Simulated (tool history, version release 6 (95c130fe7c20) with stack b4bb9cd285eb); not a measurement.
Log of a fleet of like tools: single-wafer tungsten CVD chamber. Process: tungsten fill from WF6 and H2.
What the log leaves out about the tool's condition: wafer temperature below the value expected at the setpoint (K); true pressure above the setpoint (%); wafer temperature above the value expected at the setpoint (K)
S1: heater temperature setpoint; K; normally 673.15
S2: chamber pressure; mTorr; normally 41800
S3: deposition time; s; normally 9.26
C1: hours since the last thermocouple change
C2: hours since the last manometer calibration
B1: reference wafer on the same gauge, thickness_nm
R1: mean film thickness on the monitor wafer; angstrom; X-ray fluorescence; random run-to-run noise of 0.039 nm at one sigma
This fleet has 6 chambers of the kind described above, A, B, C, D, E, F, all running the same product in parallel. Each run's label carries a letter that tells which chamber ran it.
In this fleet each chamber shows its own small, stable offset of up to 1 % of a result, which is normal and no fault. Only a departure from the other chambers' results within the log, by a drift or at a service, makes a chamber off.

| run | hour | S1 | S2 | S3 | C1 | C2 | B1 | R1 |
|---|---|---|---|---|---|---|---|---|
| 1E | 4.3 | 673.15 | 41800 | 9.26 | 628.0 | 1395.9 | 31.602 | 312.16 |
| 2B | 8.3 | 673.15 | 41800 | 9.26 | 1528.8 | 1648.7 | 31.608 | 311.18 |
| 3A | 11.5 | 673.15 | 41800 | 9.26 | 368.7 | 914.7 | 31.613 | 309.94 |
| 4F | 15.8 | 673.15 | 41800 | 9.26 | 560.3 | 1135.4 | 31.616 | 315.93 |
| 5D | 21.2 | 673.15 | 41800 | 9.26 | 935.7 | 941.0 | 31.626 | 315.51 |
| 6C | 27.0 | 673.15 | 41800 | 9.26 | 252.6 | 1121.2 | 31.626 | 315.22 |
| 7E | 32.0 | 673.15 | 41800 | 9.26 | 655.7 | 1423.6 | 31.631 | 312.15 |
| 8D | 36.9 | 673.15 | 41800 | 9.26 | 951.4 | 956.7 | 31.630 | 315.94 |
| 9F | 40.7 | 673.15 | 41800 | 9.26 | 585.2 | 1160.3 | 31.637 | 315.70 |
| 10A | 46.7 | 673.15 | 41800 | 9.26 | 403.9 | 949.9 | 31.633 | 310.28 |
| 11B | 52.5 | 673.15 | 41800 | 9.26 | 1573.0 | 1692.9 | 31.643 | 311.02 |
| 12C | 57.7 | 673.15 | 41800 | 9.26 | 283.3 | 1151.9 | 31.647 | 315.26 |
| 13C | 63.6 | 673.15 | 41800 | 9.26 | 289.2 | 1157.8 | 31.660 | 315.17 |
| 14F | 69.4 | 673.15 | 41800 | 9.26 | 613.9 | 1189.0 | 31.655 | 316.03 |
| 15E | 72.6 | 673.15 | 41800 | 9.26 | 696.3 | 1464.2 | 31.658 | 311.83 |
| 16A | 77.4 | 673.15 | 41800 | 9.26 | 434.6 | 980.6 | 31.660 | 310.73 |
| 17D | 81.3 | 673.15 | 41800 | 9.26 | 995.8 | 1001.1 | 31.664 | 315.31 |
| 18B | 85.0 | 673.15 | 41800 | 10.16 | 1605.5 | 1725.4 | 31.671 | 340.88 |
| 19B | 90.3 | 673.15 | 41800 | 10.16 | 1610.8 | 1730.7 | 31.673 | 341.15 |
| 20E | 95.7 | 673.15 | 41800 | 10.16 | 719.4 | 1487.3 | 31.688 | 342.92 |
| 21C | 99.9 | 673.15 | 41800 | 10.16 | 325.5 | 1194.1 | 31.673 | 346.06 |
| 22F | 104.2 | 673.15 | 41800 | 10.16 | 648.7 | 1223.8 | 31.685 | 346.56 |
| 23A | 110.5 | 673.15 | 41800 | 10.16 | 467.7 | 1013.7 | 31.690 | 341.33 |
| 24D | 116.2 | 673.15 | 41800 | 11.07 | 1030.7 | 1036.0 | 31.697 | 377.96 |
| 25B | 122.2 | 673.15 | 41800 | 11.07 | 1642.7 | 1762.6 | 31.702 | 371.77 |
| 26F | 128.4 | 673.15 | 41800 | 11.07 | 672.9 | 1248.0 | 31.704 | 379.00 |
| 27A | 133.0 | 673.15 | 41800 | 11.07 | 490.2 | 1036.2 | 31.714 | 372.72 |
| 28E | 139.2 | 673.15 | 41800 | 11.07 | 762.9 | 1530.8 | 31.709 | 375.36 |
| 29D | 144.0 | 673.15 | 41800 | 11.07 | 1058.5 | 1063.8 | 31.724 | 378.53 |
| 30C | 147.8 | 673.15 | 41800 | 7.61 | 373.4 | 1242.0 | 31.718 | 259.32 |
| 31F | 151.0 | 673.15 | 41800 | 7.61 | 695.5 | 1270.6 | 31.723 | 259.92 |
| 32D | 155.9 | 673.15 | 41800 | 7.61 | 1070.4 | 1075.7 | 31.731 | 260.62 |
| 33A | 162.4 | 673.15 | 41800 | 7.61 | 519.6 | 1065.6 | 31.729 | 255.14 |
| 34E | 166.9 | 673.15 | 41800 | 7.61 | 790.6 | 1558.5 | 31.744 | 257.69 |
| 35B | 173.1 | 673.15 | 41800 | 7.61 | 1693.6 | 1813.5 | 31.756 | 255.32 |
| 36C | 177.4 | 673.15 | 41800 | 11.07 | 403.0 | 1271.6 | 31.742 | 378.18 |
| 37E | 181.1 | 673.15 | 41800 | 11.07 | 804.8 | 1572.7 | 31.750 | 374.40 |
| 38D | 184.8 | 673.15 | 41800 | 11.07 | 1099.3 | 1104.6 | 31.756 | 378.97 |
| 39C | 190.6 | 673.15 | 41800 | 11.07 | 416.2 | 1284.8 | 31.758 | 379.78 |
| 40B | 194.0 | 673.15 | 41800 | 11.07 | 1714.5 | 1834.4 | 31.759 | 373.47 |

The same settings go to every chamber for the next run, one line per chamber below. Forecast the results for each:
| 41A | 198.8 | 673.15 | 41800 | 10.94 |  |  |  | ? |
| 41B | 198.8 | 673.15 | 41800 | 10.94 |  |  |  | ? |
| 41C | 198.8 | 673.15 | 41800 | 10.94 |  |  |  | ? |
| 41D | 198.8 | 673.15 | 41800 | 10.94 |  |  |  | ? |
| 41E | 198.8 | 673.15 | 41800 | 10.94 |  |  |  | ? |
| 41F | 198.8 | 673.15 | 41800 | 10.94 |  |  |  | ? |

| run | R1 |
|---|---|
| 41A | 368.64 |
| 41B | 369.06 |
| 41C | 373.17 |
| 41D | 374.99 |
| 41E | 369.82 |
| 41F | 374.51 |
